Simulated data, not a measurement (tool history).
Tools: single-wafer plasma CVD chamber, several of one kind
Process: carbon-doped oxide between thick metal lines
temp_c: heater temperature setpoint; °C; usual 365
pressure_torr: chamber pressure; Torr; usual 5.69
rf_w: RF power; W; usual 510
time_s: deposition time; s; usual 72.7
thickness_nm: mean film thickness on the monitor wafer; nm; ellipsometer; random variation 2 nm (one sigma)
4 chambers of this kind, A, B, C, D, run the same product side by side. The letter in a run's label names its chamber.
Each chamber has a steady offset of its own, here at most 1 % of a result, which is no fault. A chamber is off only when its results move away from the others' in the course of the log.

run     day  temp_c  pressure_torr  rf_w  time_s  hours since the last thermocouple change  hours since the last RF generator calibration  hours since the last manometer calibration  read-back reference wafer on the same gauge, thickness_nm  thickness_nm
 1A   0.417     365           5.69   510    72.7                                     626.7                                          886.6                                       206.2                                                     422.94        368.32
 2C   1.012     365           5.69   510    72.7                                     545.8                                         1172.4                                       251.8                                                     422.97        364.37
 3D   1.362     365           5.69   510    72.7                                     855.5                                          160.9                                       884.6                                                      422.4        363.67
 4B    1.85     365           5.69   510    72.7                                       497                                         1454.5                                         100                                                        423        371.65
 5C    2.45     365           5.69   510    72.7                                     580.3                                         1206.9                                       286.3                                                     422.69        362.27
 6B   3.038     365           5.69   510    72.7                                     525.5                                           1483                                       128.5                                                     422.74        364.24
 7D    3.55     365           5.69   510    72.7                                       908                                          213.4                                       937.1                                                      423.5         367.6
 8A   4.188     365           5.69   510    72.7                                     717.2                                          977.1                                       296.7                                                     423.17           363
 9B   4.704     365           5.69   510    72.7                                     565.5                                           1523                                       168.5                                                     422.96        366.33
10D   5.158     365           5.69   510    72.7                                     946.6                                            252                                       975.7                                                     422.76        365.75
11C   5.442     365           5.69   510    72.7                                     652.1                                         1278.7                                       358.1                                                     422.96        362.15
12A   6.017     365           5.69   510    72.7                                     761.1                                           1021                                       340.6                                                     423.62        360.82
13B   6.346     365           5.69   510    72.7                                     604.9                                         1562.4                                       207.9                                                     423.09         367.8
14D   6.754     365           5.69   510    72.7                                     984.9                                          290.3                                        1014                                                     422.85        368.48
      6.921  -- chamber D: thermocouple changed; heater temperature recalibrated
15C   7.212     365           5.69   510    72.7                                     694.6                                         1321.2                                       400.6                                                     423.12        368.66
16A   7.796     360           5.69   510    83.8                                     803.8                                         1063.7                                       383.3                                                     423.11         427.2
      7.862  -- chamber A: RF generator calibrated
17A   8.317     360           5.69   510    83.8                                     816.3                                             11                                       395.8                                                     423.29        425.97
18B   8.708     360           5.69   510    83.8                                     661.6                                         1619.1                                       264.6                                                      422.9        430.37
19D   9.338     360           5.69   510    83.8                                        58                                          352.3                                        1076                                                     423.51        429.98
      9.442  -- chamber B: RF generator calibrated
20C   9.862     365           5.69   510    72.7                                     758.2                                         1384.8                                       464.2                                                     423.57        365.73
21B  10.233     365           5.69   510    72.7                                     698.2                                             19                                       301.2                                                     422.65        368.98
22A  10.671     365           5.69   510    72.7                                     872.8                                           67.5                                       452.3                                                     423.19        364.47
23C  11.046     365           5.69   510    72.7                                     786.6                                         1413.2                                       492.6                                                     423.12        367.18
24D  11.433     365           5.69   510    72.7                                     108.3                                          402.6                                      1126.3                                                     422.65        363.27
25C  11.925     365           5.05   510    65.5                                     807.7                                         1434.3                                       513.7                                                        423        323.45
26D  12.308     365           5.05   510    65.5                                     129.3                                          423.6                                      1147.3                                                     423.01        320.08
27B  12.942     365           5.05   510    65.5                                     763.2                                             84                                       366.2                                                     423.65        327.43
28A    13.3     365           5.05   510    65.5                                     935.9                                          130.6                                       515.4                                                     422.59        325.14
29D  13.796     365           5.69   510    72.7                                       165                                          459.3                                        1183                                                      422.9        358.48
       14.2  -- chamber A: thermocouple changed; heater temperature recalibrated
30A  14.417     365           5.69   510    72.7                                       5.3                                          157.4                                       542.2                                                     422.67        366.79
31B  14.992     365           5.69   510    79.7                                     812.4                                          133.2                                       415.4                                                     422.97        404.84
32C  15.625     365           5.69   510    79.7                                     896.5                                         1523.1                                       602.5                                                     423.23         397.6
33B  16.062     365           5.69   510    79.7                                     838.1                                          158.9                                       441.1                                                     422.83        404.12
     16.104  -- chamber D: capacitance manometer re-zeroed and calibrated
34D  16.675     365           5.69   510    79.7                                     234.1                                          528.4                                        13.7                                                     423.07           394
35C  17.229     365           5.69   510    72.7                                       935                                         1561.6                                         641                                                     422.79        363.97
36A  17.812     365           5.69   510    72.7                                      86.8                                          238.9                                       623.7                                                     423.34        365.88
37A  18.262     365           6.53   510    72.7                                      97.6                                          249.7                                       634.5                                                     422.87        372.26
38C  18.662     365           6.53   510    72.7                                     969.4                                           1596                                       675.4                                                     423.04        367.97
39D  19.083     365           6.53   510    72.7                                     291.9                                          586.2                                        71.5                                                      422.8        362.12
40B  19.579     365           6.53   510    72.7                                     922.5                                          243.3                                       525.5                                                     422.64         374.5

All 4 chambers run these settings next. Forecast each chamber's results:
41A  20.046     355           5.69   510    72.7                                                                                                                                                                                                             ?
41B  20.046     355           5.69   510    72.7                                                                                                                                                                                                             ?
41C  20.046     355           5.69   510    72.7                                                                                                                                                                                                             ?
41D  20.046     355           5.69   510    72.7                                                                                                                                                                                                             ?

run  thickness_nm
41A        373.76
41B           376
41C        375.05
41D        364.33
